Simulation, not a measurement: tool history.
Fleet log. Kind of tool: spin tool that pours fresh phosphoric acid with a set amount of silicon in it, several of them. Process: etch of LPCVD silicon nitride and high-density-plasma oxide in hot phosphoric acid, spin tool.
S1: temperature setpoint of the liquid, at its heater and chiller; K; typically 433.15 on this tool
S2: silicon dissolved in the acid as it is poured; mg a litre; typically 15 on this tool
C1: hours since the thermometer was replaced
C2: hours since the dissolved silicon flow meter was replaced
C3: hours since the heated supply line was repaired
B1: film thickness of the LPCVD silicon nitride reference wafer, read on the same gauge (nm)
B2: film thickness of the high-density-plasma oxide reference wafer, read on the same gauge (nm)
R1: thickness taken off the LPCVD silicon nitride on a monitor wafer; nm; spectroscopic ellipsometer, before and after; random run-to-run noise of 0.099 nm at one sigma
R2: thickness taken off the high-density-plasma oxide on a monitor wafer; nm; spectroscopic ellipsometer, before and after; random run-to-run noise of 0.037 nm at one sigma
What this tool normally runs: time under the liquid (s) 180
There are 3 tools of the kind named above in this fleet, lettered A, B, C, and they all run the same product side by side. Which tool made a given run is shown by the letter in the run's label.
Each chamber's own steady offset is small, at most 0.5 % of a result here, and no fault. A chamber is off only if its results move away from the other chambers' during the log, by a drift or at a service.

Run 1B, day 0.225: usual settings; C1 276.1; C2 56.6; C3 1518.1; B1 29.992; B2 79.990. Result: R1 15.807 nm, R2 0.46027 nm.
Run 2A, day 0.379: usual settings; C1 903.6; C2 112.4; C3 106.7; B1 29.979; B2 80.015. Result: R1 15.793 nm, R2 0.55349 nm.
Run 3C, day 0.538: usual settings; C1 1327.1; C2 164.3; C3 1368.3; B1 30.022; B2 79.985. Result: R1 15.767 nm, R2 0.59334 nm.
Run 4A, day 0.725: usual settings; C1 911.9; C2 120.7; C3 115.0; B1 29.998; B2 79.997. Result: R1 15.831 nm, R2 0.51247 nm.
Run 5B, day 0.825: usual settings; C1 290.5; C2 71.0; C3 1532.5; B1 30.005; B2 80.004. Result: R1 16.015 nm, R2 0.51923 nm.
Run 6C, day 0.992: usual settings; C1 1338.0; C2 175.2; C3 1379.2; B1 29.991; B2 80.011. Result: R1 15.646 nm, R2 0.57050 nm.
Run 7B, day 1.200: usual settings; C1 299.5; C2 80.0; C3 1541.5; B1 30.028; B2 79.999. Result: R1 15.972 nm, R2 0.51791 nm.
Run 8C, day 1.400: usual settings; C1 1347.8; C2 185.0; C3 1389.0; B1 29.984; B2 79.997. Result: R1 15.571 nm, R2 0.49524 nm.
Run 9A, day 1.592: usual settings; C1 932.7; C2 141.5; C3 135.8; B1 29.984; B2 79.990. Result: R1 15.961 nm, R2 0.53680 nm.
Run 10C, day 1.733: usual settings but S1 436.15 K, time under the liquid (s) 285; C1 1355.8; C2 193.0; C3 1397.0; B1 30.024; B2 80.013. Result: R1 27.761 nm, R2 1.03760 nm.
Run 11A, day 1.946: usual settings but S1 436.15 K, time under the liquid (s) 285; C1 941.2; C2 150.0; C3 144.3; B1 29.960; B2 80.007. Result: R1 27.977 nm, R2 0.96758 nm.
Run 12B, day 2.167: usual settings but S1 436.15 K, time under the liquid (s) 285; C1 322.7; C2 103.2; C3 1564.7; B1 30.044; B2 79.981. Result: R1 27.798 nm, R2 1.06130 nm.
Run 13A, day 2.333: usual settings; C1 950.5; C2 159.3; C3 153.6; B1 29.993; B2 80.000. Result: R1 15.959 nm, R2 0.55917 nm.
Run 14C, day 2.538: usual settings; C1 1375.1; C2 212.3; C3 1416.3; B1 30.003; B2 79.988. Result: R1 15.846 nm, R2 0.56106 nm.
Run 15B, day 2.712: usual settings; C1 335.8; C2 116.3; C3 1577.8; B1 30.000; B2 79.995. Result: R1 15.980 nm, R2 0.56744 nm.
Run 16B, day 2.854: usual settings; C1 339.2; C2 119.7; C3 1581.2; B1 29.978; B2 79.997. Result: R1 16.015 nm, R2 0.49315 nm.
Run 17A, day 3.054: usual settings; C1 967.8; C2 176.6; C3 170.9; B1 29.981; B2 80.005. Result: R1 16.073 nm, R2 0.54792 nm.
Run 18C, day 3.275: usual settings; C1 1392.8; C2 230.0; C3 1434.0; B1 30.028; B2 79.999. Result: R1 15.841 nm, R2 0.56054 nm.
Run 19B, day 3.392: usual settings; C1 352.1; C2 132.6; C3 1594.1; B1 30.003; B2 80.007. Result: R1 15.863 nm, R2 0.46719 nm.
Run 20A, day 3.562: usual settings; C1 980.0; C2 188.8; C3 183.1; B1 30.016; B2 80.004. Result: R1 15.985 nm, R2 0.56664 nm.
Run 21C, day 3.679: usual settings; C1 1402.5; C2 239.7; C3 1443.7; B1 30.003; B2 79.992. Result: R1 15.778 nm, R2 0.48445 nm.
Run 22B, day 3.858: usual settings; C1 363.3; C2 143.8; C3 1605.3; B1 30.012; B2 80.024. Result: R1 15.793 nm, R2 0.61000 nm.
Run 23C, day 4.033: usual settings; C1 1411.0; C2 248.2; C3 1452.2; B1 29.980; B2 80.002. Result: R1 15.794 nm, R2 0.55261 nm.
Run 24A, day 4.146: usual settings; C1 994.0; C2 202.8; C3 197.1; B1 30.002; B2 79.994. Result: R1 15.994 nm, R2 0.50512 nm.
Run 25A, day 4.254: usual settings; C1 996.6; C2 205.4; C3 199.7; B1 30.001; B2 80.001. Result: R1 16.133 nm, R2 0.51504 nm.

For the next run the whole fleet of 3 chambers uses the same settings. Give each chamber's results:
Run 26A, day 4.417: usual settings but time under the liquid (s) 235. Result: R1 ?, R2 ?.
Run 26B, day 4.417: usual settings but time under the liquid (s) 235. Result: R1 ?, R2 ?.
Run 26C, day 4.417: usual settings but time under the liquid (s) 235. Result: R1 ?, R2 ?.

run      R1       R2
26A  20.822  0.64616
26B  20.681  0.72906
26C  20.706  0.64222

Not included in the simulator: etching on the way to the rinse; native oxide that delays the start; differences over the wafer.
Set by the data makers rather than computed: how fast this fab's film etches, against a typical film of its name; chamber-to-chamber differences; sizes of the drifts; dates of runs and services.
